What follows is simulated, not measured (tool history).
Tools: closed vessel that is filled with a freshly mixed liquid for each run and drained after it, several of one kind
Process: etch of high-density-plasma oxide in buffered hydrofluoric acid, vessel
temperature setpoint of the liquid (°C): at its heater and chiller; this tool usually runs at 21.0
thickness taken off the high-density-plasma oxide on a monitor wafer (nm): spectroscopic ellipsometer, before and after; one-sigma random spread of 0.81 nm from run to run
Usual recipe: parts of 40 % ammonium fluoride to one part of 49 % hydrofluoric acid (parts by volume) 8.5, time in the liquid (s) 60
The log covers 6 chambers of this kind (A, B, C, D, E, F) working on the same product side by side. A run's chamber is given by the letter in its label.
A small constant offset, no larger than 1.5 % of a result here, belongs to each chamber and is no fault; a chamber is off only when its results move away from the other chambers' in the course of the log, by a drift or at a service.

run	day	temperature setpoint of the liquid (°C)	parts of 40 % ammonium fluoride to one part of 49 % hydrofluoric acid (parts by volume)	time in the liquid (s)	hours since the thermometer was replaced	hours since the hydrofluoric acid flow meter was replaced	read-back film thickness of the high-density-plasma oxide reference wafer, read on the same gauge (nm)	thickness taken off the high-density-plasma oxide on a monitor wafer (nm)
1D	0.208	21.0	8.5	60	737.3	1621.9	149.98	98.356
2C	0.546	21.0	8.5	60	300.3	1278.7	149.99	98.676
3F	0.850	21.0	8.5	60	1293.8	1074.0	150.01	98.110
4B	1.092	21.0	8.5	60	996.9	1179.3	149.98	102.110
# day 1.262: chamber E: hydrofluoric acid flow meter replaced
5E	1.325	21.0	8.5	60	1638.0	1.6	149.99	97.057
6A	1.521	21.0	8.5	60	1196.4	72.2	149.97	98.396
7C	1.792	25.5	8.5	70	330.2	1308.6	150.01	149.040
8E	1.979	25.5	8.5	70	1653.7	17.3	149.97	145.980
9B	2.312	25.5	8.5	70	1026.2	1208.6	150.02	146.350
10D	2.604	25.5	8.5	70	794.8	1679.4	150.01	147.350
11A	2.804	25.5	8.5	70	1227.2	103.0	149.99	147.730
12F	2.988	25.5	8.5	70	1345.1	1125.3	149.96	147.150
13D	3.283	21.0	8.5	60	811.1	1695.7	150.00	100.960
14E	3.488	21.0	8.5	60	1689.9	53.5	149.98	95.679
15B	3.775	21.0	8.5	60	1061.3	1243.7	150.00	96.502
16A	4.021	21.0	8.5	60	1256.4	132.2	150.01	98.700
17C	4.275	17.0	6.0	60	389.8	1368.2	149.98	109.400
18F	4.583	17.0	6.0	60	1383.4	1163.6	150.02	110.560
19D	4.908	17.0	6.0	60	850.1	1734.7	150.01	111.490
20B	5.117	17.0	6.0	60	1093.5	1275.9	150.02	106.890
21E	5.329	17.0	6.0	60	1734.1	97.7	149.99	109.650
22C	5.521	17.0	6.0	60	419.7	1398.1	150.01	110.810
23F	5.817	21.0	8.5	60	1413.0	1193.2	150.01	98.185
24A	6.112	17.0	8.5	60	1306.6	182.4	150.00	77.481
25F	6.412	17.0	8.5	60	1427.3	1207.5	150.00	80.120
26D	6.633	17.0	8.5	60	891.5	1776.1	149.98	78.732
27B	6.933	17.0	8.5	60	1137.1	1319.5	149.98	74.284
28A	7.100	17.0	8.5	60	1330.3	206.1	149.95	78.780
29C	7.250	17.0	8.5	60	461.2	1439.6	150.01	79.482
30E	7.533	21.0	8.5	60	1787.0	150.6	150.00	97.847
31B	7.733	21.0	8.5	60	1156.3	1338.7	150.04	91.642
# day 7.783: chamber E: thermometer replaced
32A	7.971	21.0	8.5	60	1351.2	227.0	149.98	98.803
33E	8.171	21.0	8.5	60	9.3	165.9	150.01	97.665
34C	8.346	21.0	8.5	60	487.5	1465.9	149.98	98.505
35F	8.629	21.0	8.5	60	1480.5	1260.7	150.04	99.123
36D	8.875	21.0	8.5	60	945.3	1829.9	150.01	99.290
37D	9.054	21.0	11.5	85	949.6	1834.2	149.98	109.120

Does one chamber stand apart from the rest, does the shared gauge drift, or is all well apart from small per-chamber offsets? Give the chamber and the most likely cause, where there is one.

Chamber B drifts away from the others.
What lies behind it: liquid colder than its thermometer reads (K) = 2.05.
The log may not separate it from: hydrofluoric acid flow below the setpoint (%).

Here are 4 candidates for chamber B's next run, each the usual settings with a change, their results left as question marks. Which one brings its results back in line with what the others give on the usual settings?
To be in line, a result may differ from the other chambers' mean on the usual settings by at most: thickness taken off the high-density-plasma oxide on a monitor wafer (nm) 2.800
38B-1	9.296	21.5	8.5	60				?
38B-2	9.296	21.0	8.5	55				?
38B-3	9.296	20.5	8.5	60				?
38B-4	9.296	21.5	8.0	60				?

On the usual settings, the other chambers give on average: thickness taken off the high-density-plasma oxide on a monitor wafer (nm) 98.669
run	thickness taken off the high-density-plasma oxide on a monitor wafer (nm)
38B-1	91.600
38B-2	81.684
38B-3	86.630
38B-4	97.772
The right change is 38B-4: it brings the chamber back within the allowed miss of the others.
